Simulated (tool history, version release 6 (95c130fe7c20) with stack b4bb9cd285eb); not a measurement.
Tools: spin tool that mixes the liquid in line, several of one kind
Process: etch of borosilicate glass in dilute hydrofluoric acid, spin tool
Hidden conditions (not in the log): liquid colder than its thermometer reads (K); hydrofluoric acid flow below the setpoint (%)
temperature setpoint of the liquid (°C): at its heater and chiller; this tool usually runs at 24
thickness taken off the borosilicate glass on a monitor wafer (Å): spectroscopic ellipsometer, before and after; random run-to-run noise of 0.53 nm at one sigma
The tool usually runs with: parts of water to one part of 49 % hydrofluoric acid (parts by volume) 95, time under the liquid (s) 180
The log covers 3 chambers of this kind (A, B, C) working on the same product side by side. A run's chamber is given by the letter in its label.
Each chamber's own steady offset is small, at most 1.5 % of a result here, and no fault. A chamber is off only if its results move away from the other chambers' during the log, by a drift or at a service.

run	hour	temperature setpoint of the liquid (°C)	parts of water to one part of 49 % hydrofluoric acid (parts by volume)	time under the liquid (s)	hours since the thermometer was replaced	hours since the hydrofluoric acid flow meter was replaced	read-back film thickness of the borosilicate glass reference wafer, read on the same gauge (nm)	thickness taken off the borosilicate glass on a monitor wafer (Å)
1A	3.1	24	95	180	717.5	457.5	130.00	527.45
2C	6.7	24	95	180	1260.4	67.2	130.00	530.43
3B	8.8	24	95	180	763.2	710.4	129.97	536.28
4C	11.5	24	95	180	1265.2	72.0	130.02	531.23
5A	15.6	24	95	180	730.0	470.0	130.00	525.29
6B	19.9	24	95	180	774.3	721.5	129.98	531.49
7B	24.1	24	95	180	778.5	725.7	129.98	531.29
8A	27.5	24	95	180	741.9	481.9	130.01	522.65
9C	32.0	24	95	180	1285.7	92.5	129.99	533.46
10B	35.0	24	95	180	789.4	736.6	129.98	526.11
11C	38.7	24	95	180	1292.4	99.2	129.98	529.02
12A	43.1	24	95	245	757.5	497.5	130.01	726.33
13C	45.7	24	95	245	1299.4	106.2	130.00	723.13
14B	48.2	24	95	245	802.6	749.8	130.00	720.20
15A	51.2	24	95	180	765.6	505.6	130.01	528.74
16B	53.9	24	95	180	808.3	755.5	130.02	520.42
17A	56.5	24	95	180	770.9	510.9	130.00	523.10
18C	59.2	24	95	180	1312.9	119.7	130.00	546.90
19C	62.1	24	95	180	1315.8	122.6	130.02	536.03
20A	65.6	24	95	180	780.0	520.0	130.03	527.12
21B	67.7	24	95	180	822.1	769.3	130.04	517.83
22B	71.9	24	95	180	826.3	773.5	130.02	516.66
23C	75.4	24	95	180	1329.1	135.9	130.00	536.19
24A	79.9	24	95	180	794.3	534.3	130.00	526.23
25C	83.8	24	95	180	1337.5	144.3	130.01	528.61
26A	87.2	24	95	180	801.6	541.6	129.99	530.01
27B	89.7	28	50	180	844.1	791.3	129.98	1183.20
28B	93.7	28	50	180	848.1	795.3	130.01	1209.80
29C	96.2	28	50	180	1349.9	156.7	129.97	1239.90
# hour 97.1: chamber C: thermometer replaced
30A	98.3	24	95	180	812.7	552.7	129.97	533.17
31C	102.7	24	95	180	5.7	163.2	130.01	525.02
32B	106.6	24	95	180	861.0	808.2	129.98	493.75
33A	110.2	24	95	180	824.6	564.6	130.00	523.33
34A	112.4	24	95	145	826.8	566.8	130.00	417.16
35C	116.8	24	95	145	19.8	177.3	130.01	429.55
36B	119.0	24	95	145	873.4	820.6	129.97	398.07
37B	123.5	21	55	180	877.9	825.1	130.03	783.08
38C	126.8	21	55	180	29.8	187.3	130.03	856.39
39A	130.9	21	55	180	845.3	585.3	130.01	868.84
40C	133.8	24	95	180	36.8	194.3	130.01	536.26
41B	136.5	24	95	180	890.9	838.1	129.97	482.14
42A	139.4	24	95	180	853.8	593.8	130.01	531.73
43A	141.9	24	95	180	856.3	596.3	130.03	522.49
44B	145.0	24	95	180	899.4	846.6	129.98	484.79

Decide between three cases: one chamber stands off from its peers, the gauge reading all wafers drifts, or nothing is wrong past each chamber's small offset. Where a chamber is off, say which and what most likely put it there.

It is chamber B that slowly wanders off from its peers.
Most likely cause: hydrofluoric acid flow below the setpoint (%) = 8.43.
The log may not tell that from: liquid colder than its thermometer reads (K).

Below are 4 candidate recipes for chamber B's next run, each the usual settings with a change, their results shown as question marks. Which of them brings B's results back in line with what the other chambers give on the usual settings?
Allowed miss from the other chambers' usual-settings mean, per result, to count as in line: thickness taken off the borosilicate glass on a monitor wafer (Å) 18.00
45B-1	148.2	24	95	200				?
45B-2	148.2	24	95	175				?
45B-3	148.2	24	100	175				?
45B-4	148.2	25	95	180				?

Average result of the remaining chambers running the usual settings: thickness taken off the borosilicate glass on a monitor wafer (Å) 528.48
run	thickness taken off the borosilicate glass on a monitor wafer (Å)
45B-1	531.14
45B-2	464.74
45B-3	438.59
45B-4	497.00
The answer is 45B-1, which returns the chamber to within the allowed miss of the others.
